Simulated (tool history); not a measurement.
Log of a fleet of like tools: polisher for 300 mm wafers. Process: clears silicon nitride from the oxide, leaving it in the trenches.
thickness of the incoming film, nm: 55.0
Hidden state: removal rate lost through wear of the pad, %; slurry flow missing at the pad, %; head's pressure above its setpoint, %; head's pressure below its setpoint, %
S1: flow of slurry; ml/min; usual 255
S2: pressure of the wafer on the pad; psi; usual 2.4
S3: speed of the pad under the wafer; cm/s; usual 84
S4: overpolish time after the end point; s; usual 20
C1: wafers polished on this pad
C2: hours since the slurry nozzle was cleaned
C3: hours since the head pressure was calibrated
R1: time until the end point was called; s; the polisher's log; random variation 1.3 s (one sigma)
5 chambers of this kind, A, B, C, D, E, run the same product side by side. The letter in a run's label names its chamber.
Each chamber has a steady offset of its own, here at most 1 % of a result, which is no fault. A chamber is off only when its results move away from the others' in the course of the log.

{"hour": 2.5, "done": "chamber A: worn pad replaced by a new one"}
{"run": "1C", "hour": 10.0, "S1": 255, "S2": 2.4, "S3": 84, "S4": 20, "C1": 1123, "C2": 311.9, "C3": 395.8, "R1": 68.935}
{"run": "2D", "hour": 20.2, "S1": 255, "S2": 2.4, "S3": 84, "S4": 20, "C1": 453, "C2": 189.5, "C3": 631.1, "R1": 68.516}
{"hour": 20.3, "done": "chamber A: slurry nozzle cleaned"}
{"run": "3A", "hour": 28.1, "S1": 255, "S2": 2.4, "S3": 84, "S4": 20, "C1": 300, "C2": 7.9, "C3": 139.4, "R1": 70.648}
{"run": "4E", "hour": 37.1, "S1": 255, "S2": 2.4, "S3": 84, "S4": 20, "C1": 1153, "C2": 55.1, "C3": 1166.6, "R1": 71.136}
{"hour": 39.1, "done": "chamber E: head pressure recalibrated"}
{"hour": 39.7, "done": "chamber B: worn pad replaced by a new one"}
{"run": "5B", "hour": 43.5, "S1": 255, "S2": 2.4, "S3": 84, "S4": 20, "C1": 45, "C2": 550.9, "C3": 194.4, "R1": 68.62}
{"hour": 48.5, "done": "chamber C: worn pad replaced by a new one"}
{"run": "6E", "hour": 53.3, "S1": 190, "S2": 2.4, "S3": 84, "S4": 13, "C1": 1342, "C2": 71.3, "C3": 14.3, "R1": 73.228}
{"run": "7C", "hour": 59.7, "S1": 190, "S2": 2.4, "S3": 84, "S4": 13, "C1": 131, "C2": 361.6, "C3": 445.5, "R1": 71.886}
{"hour": 63.8, "done": "chamber E: worn pad replaced by a new one"}
{"run": "8A", "hour": 69.0, "S1": 190, "S2": 2.4, "S3": 84, "S4": 13, "C1": 778, "C2": 48.8, "C3": 180.3, "R1": 70.574}
{"run": "9D", "hour": 75.7, "S1": 190, "S2": 2.4, "S3": 84, "S4": 13, "C1": 1102, "C2": 245.0, "C3": 686.6, "R1": 72.896}
{"hour": 78.3, "done": "chamber D: worn pad replaced by a new one"}
{"run": "10B", "hour": 83.0, "S1": 190, "S2": 2.4, "S3": 84, "S4": 13, "C1": 507, "C2": 590.4, "C3": 233.9, "R1": 70.311}
{"hour": 86.0, "done": "chamber A: worn pad replaced by a new one"}
{"run": "11B", "hour": 94.5, "S1": 255, "S2": 2.4, "S3": 84, "S4": 20, "C1": 641, "C2": 601.9, "C3": 245.4, "R1": 70.31}
{"run": "12C", "hour": 104.5, "S1": 255, "S2": 2.4, "S3": 84, "S4": 20, "C1": 655, "C2": 406.4, "C3": 490.3, "R1": 69.739}
{"hour": 108.0, "done": "chamber B: worn pad replaced by a new one"}
{"run": "13E", "hour": 114.2, "S1": 255, "S2": 2.4, "S3": 84, "S4": 20, "C1": 590, "C2": 132.2, "C3": 75.2, "R1": 69.274}
{"run": "14A", "hour": 125.7, "S1": 255, "S2": 2.4, "S3": 84, "S4": 20, "C1": 465, "C2": 105.5, "C3": 237.0, "R1": 67.566}
{"run": "15D", "hour": 135.5, "S1": 255, "S2": 2.4, "S3": 84, "S4": 20, "C1": 669, "C2": 304.8, "C3": 746.4, "R1": 69.981}
{"run": "16B", "hour": 147.7, "S1": 255, "S2": 2.4, "S3": 84, "S4": 20, "C1": 464, "C2": 655.1, "C3": 298.6, "R1": 70.168}
{"hour": 155.5, "done": "chamber A: worn pad replaced by a new one"}
{"hour": 156.6, "done": "chamber C: worn pad replaced by a new one"}
{"run": "17E", "hour": 156.8, "S1": 255, "S2": 2.4, "S3": 84, "S4": 20, "C1": 1088, "C2": 174.8, "C3": 117.8, "R1": 70.196}
{"hour": 167.8, "done": "chamber E: worn pad replaced by a new one"}
{"run": "18A", "hour": 168.7, "S1": 255, "S2": 2.4, "S3": 84, "S4": 20, "C1": 154, "C2": 148.5, "C3": 280.0, "R1": 71.485}
{"hour": 171.4, "done": "chamber D: worn pad replaced by a new one"}
{"run": "19C", "hour": 176.6, "S1": 255, "S2": 2.4, "S3": 84, "S4": 20, "C1": 234, "C2": 478.5, "C3": 562.4, "R1": 70.59}
{"hour": 183.5, "done": "chamber B: worn pad replaced by a new one"}
{"run": "20D", "hour": 184.1, "S1": 255, "S2": 2.4, "S3": 84, "S4": 20, "C1": 149, "C2": 353.4, "C3": 795.0, "R1": 75.451}
{"hour": 189.0, "done": "chamber B: slurry nozzle cleaned"}
{"hour": 189.2, "done": "chamber C: head pressure recalibrated"}
{"run": "21E", "hour": 193.4, "S1": 255, "S2": 2.4, "S3": 84, "S4": 20, "C1": 299, "C2": 211.4, "C3": 154.4, "R1": 70.503}
{"run": "22B", "hour": 203.5, "S1": 255, "S2": 2.4, "S3": 84, "S4": 20, "C1": 234, "C2": 14.5, "C3": 354.4, "R1": 69.509}
{"run": "23A", "hour": 214.5, "S1": 255, "S2": 2.4, "S3": 84, "S4": 20, "C1": 690, "C2": 194.3, "C3": 325.8, "R1": 72.452}
{"run": "24D", "hour": 223.6, "S1": 255, "S2": 2.4, "S3": 84, "S4": 20, "C1": 610, "C2": 392.9, "C3": 834.5, "R1": 74.826}
{"hour": 233.3, "done": "chamber A: worn pad replaced by a new one"}
{"run": "25C", "hour": 235.0, "S1": 255, "S2": 2.4, "S3": 84, "S4": 20, "C1": 917, "C2": 536.9, "C3": 45.8, "R1": 69.158}
{"run": "26C", "hour": 244.1, "S1": 255, "S2": 2.4, "S3": 84, "S4": 20, "C1": 1023, "C2": 546.0, "C3": 54.9, "R1": 69.648}
{"run": "27E", "hour": 254.6, "S1": 255, "S2": 2.4, "S3": 84, "S4": 20, "C1": 1015, "C2": 272.6, "C3": 215.6, "R1": 67.947}
{"hour": 262.1, "done": "chamber B: worn pad replaced by a new one"}
{"run": "28B", "hour": 266.4, "S1": 255, "S2": 2.4, "S3": 84, "S4": 20, "C1": 50, "C2": 77.4, "C3": 417.3, "R1": 68.227}
{"hour": 271.8, "done": "chamber D: worn pad replaced by a new one"}
{"hour": 274.9, "done": "chamber E: worn pad replaced by a new one"}
{"run": "29A", "hour": 278.4, "S1": 255, "S2": 2.4, "S3": 84, "S4": 20, "C1": 528, "C2": 258.2, "C3": 389.7, "R1": 69.669}
{"run": "30D", "hour": 286.4, "S1": 255, "S2": 2.4, "S3": 84, "S4": 20, "C1": 171, "C2": 455.7, "C3": 897.3, "R1": 77.313}
{"run": "31E", "hour": 297.6, "S1": 255, "S2": 2.4, "S3": 84, "S4": 20, "C1": 265, "C2": 315.6, "C3": 258.6, "R1": 68.778}
{"run": "32A", "hour": 304.5, "S1": 255, "S2": 2.4, "S3": 84, "S4": 20, "C1": 833, "C2": 284.3, "C3": 415.8, "R1": 71.613}

Is one chamber off against the others, does the gauge drift, or is nothing wrong? If a chamber is off, say which, and what the likeliest cause is.

Chamber D drifts away from the others.
Cause: head's pressure below its setpoint, % = 12.3.

Here are 4 candidates for chamber D's next run, each the usual settings with a change, their results left as question marks. Which one brings its results back in line with what the others give on the usual settings?
In line means no further than this from the other chambers' mean on the usual settings: R1 4.700 s
{"run": "33D-1", "hour": 313.3, "S1": 255, "S2": 2.3, "S3": 78, "S4": 20, "R1": "?"}
{"run": "33D-2", "hour": 313.3, "S1": 250, "S2": 1.9, "S3": 84, "S4": 20, "R1": "?"}
{"run": "33D-3", "hour": 313.3, "S1": 255, "S2": 2.4, "S3": 94, "S4": 20, "R1": "?"}
{"run": "33D-4", "hour": 313.3, "S1": 260, "S2": 2.7, "S3": 96, "S4": 20, "R1": "?"}

The other chambers' mean on the usual settings: R1 69.636 s
run=33D-1 R1=90.123
run=33D-2 R1=101.790
run=33D-3 R1=71.510
run=33D-4 R1=61.997
33D-3 brings the chamber back in line.
